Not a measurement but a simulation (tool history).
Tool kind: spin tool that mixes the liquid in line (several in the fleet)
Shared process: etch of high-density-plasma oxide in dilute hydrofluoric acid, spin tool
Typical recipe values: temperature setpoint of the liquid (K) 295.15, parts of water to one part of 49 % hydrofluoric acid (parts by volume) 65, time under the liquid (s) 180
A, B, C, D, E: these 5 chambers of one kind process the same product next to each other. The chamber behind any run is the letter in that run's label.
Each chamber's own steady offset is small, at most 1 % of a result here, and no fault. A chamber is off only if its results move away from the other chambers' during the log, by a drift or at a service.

run,day,temperature setpoint of the liquid (K),parts of water to one part of 49 % hydrofluoric acid (parts by volume),time under the liquid (s),hours since the thermometer was replaced,hours since the hydrofluoric acid flow meter was replaced,"read-back film thickness of the high-density-plasma oxide reference wafer, read on the same gauge (nm)",thickness taken off the high-density-plasma oxide on a monitor wafer (Å)
1C,0.238,295.15,65,180,480.4,455.0,89.991,140.86
2D,0.454,295.15,65,180,1366.3,522.1,89.969,140.82
3B,0.650,295.15,65,180,903.1,839.3,89.957,141.26
4A,0.829,295.15,65,180,76.5,1108.8,90.005,140.96
# day 0.954: chamber B: hydrofluoric acid flow meter replaced
5E,1.071,295.15,65,180,692.5,192.9,89.964,141.29
6C,1.258,295.15,65,180,504.9,479.5,89.949,141.36
7B,1.442,295.15,65,180,922.1,11.7,90.003,139.80
# day 1.638: chamber C: hydrofluoric acid flow meter replaced
8D,1.671,295.15,65,180,1395.5,551.3,89.967,139.75
9E,1.850,295.15,65,180,711.2,211.6,90.032,140.13
10A,2.092,295.15,65,180,106.8,1139.1,89.995,140.70
11C,2.312,295.15,65,180,530.2,16.2,89.992,140.80
12E,2.450,295.15,65,180,725.6,226.0,90.004,140.54
13D,2.629,295.15,65,180,1418.5,574.3,90.003,140.82
14A,2.758,295.15,65,180,122.8,1155.1,89.967,140.36
15B,2.996,295.15,65,180,959.4,49.0,90.011,136.89
16E,3.121,295.15,65,180,741.7,242.1,90.016,140.77
17D,3.321,295.15,65,180,1435.1,590.9,90.027,140.97
18C,3.558,295.15,65,180,560.1,46.1,90.010,141.24
19B,3.742,295.15,65,180,977.3,66.9,90.043,137.82
20A,3.975,295.15,65,180,152.0,1184.3,90.000,140.29
21C,4.158,295.15,65,180,574.5,60.5,89.979,140.40
22B,4.362,299.15,65,280,992.2,81.8,90.016,250.79
23E,4.512,299.15,65,280,775.1,275.5,90.005,254.80
24A,4.625,299.15,65,280,167.6,1199.9,89.994,257.23
25D,4.754,299.15,65,280,1469.5,625.3,89.975,259.26
26A,4.975,299.15,65,280,176.0,1208.3,90.027,257.01
27E,5.221,295.15,65,180,792.1,292.5,90.043,139.99
28B,5.388,295.15,40,180,1016.8,106.4,90.017,224.87
29D,5.538,295.15,40,180,1488.3,644.1,89.948,240.98
30C,5.679,295.15,40,180,611.0,97.0,89.996,238.43
31D,5.912,295.15,40,180,1497.3,653.1,90.007,238.90
32B,6.025,295.15,40,180,1032.1,121.7,90.016,223.27
33A,6.246,295.15,65,180,206.5,1238.8,90.040,140.13
34C,6.467,295.15,65,180,629.9,115.9,89.980,141.73
35E,6.679,295.15,65,180,827.1,327.5,89.982,139.33

Is one chamber out of step, is the gauge drifting, or do the chambers differ by no more than their own small offsets? For an off chamber, give its letter and the likeliest cause.

Little by little, chamber B moves away from the other chambers.
Most likely cause: liquid colder than its thermometer reads (K) = 1.49.

Here are 4 candidates for chamber B's next run, each the usual settings with a change, their results left as question marks. Which one brings its results back in line with what the others give on the usual settings?
To be in line, a result may differ from the other chambers' mean on the usual settings by at most: thickness taken off the high-density-plasma oxide on a monitor wafer (Å) 2.70
36B-1,6.862,295.15,65,185,,,,?
36B-2,6.862,296.65,65,180,,,,?
36B-3,6.862,295.15,65,170,,,,?
36B-4,6.862,294.65,65,180,,,,?

What the other chambers average on the usual settings: thickness taken off the high-density-plasma oxide on a monitor wafer (Å) 140.95
run,thickness taken off the high-density-plasma oxide on a monitor wafer (Å)
36B-1,136.91
36B-2,141.91
36B-3,125.81
36B-4,130.45
36B-2 brings the chamber back in line.

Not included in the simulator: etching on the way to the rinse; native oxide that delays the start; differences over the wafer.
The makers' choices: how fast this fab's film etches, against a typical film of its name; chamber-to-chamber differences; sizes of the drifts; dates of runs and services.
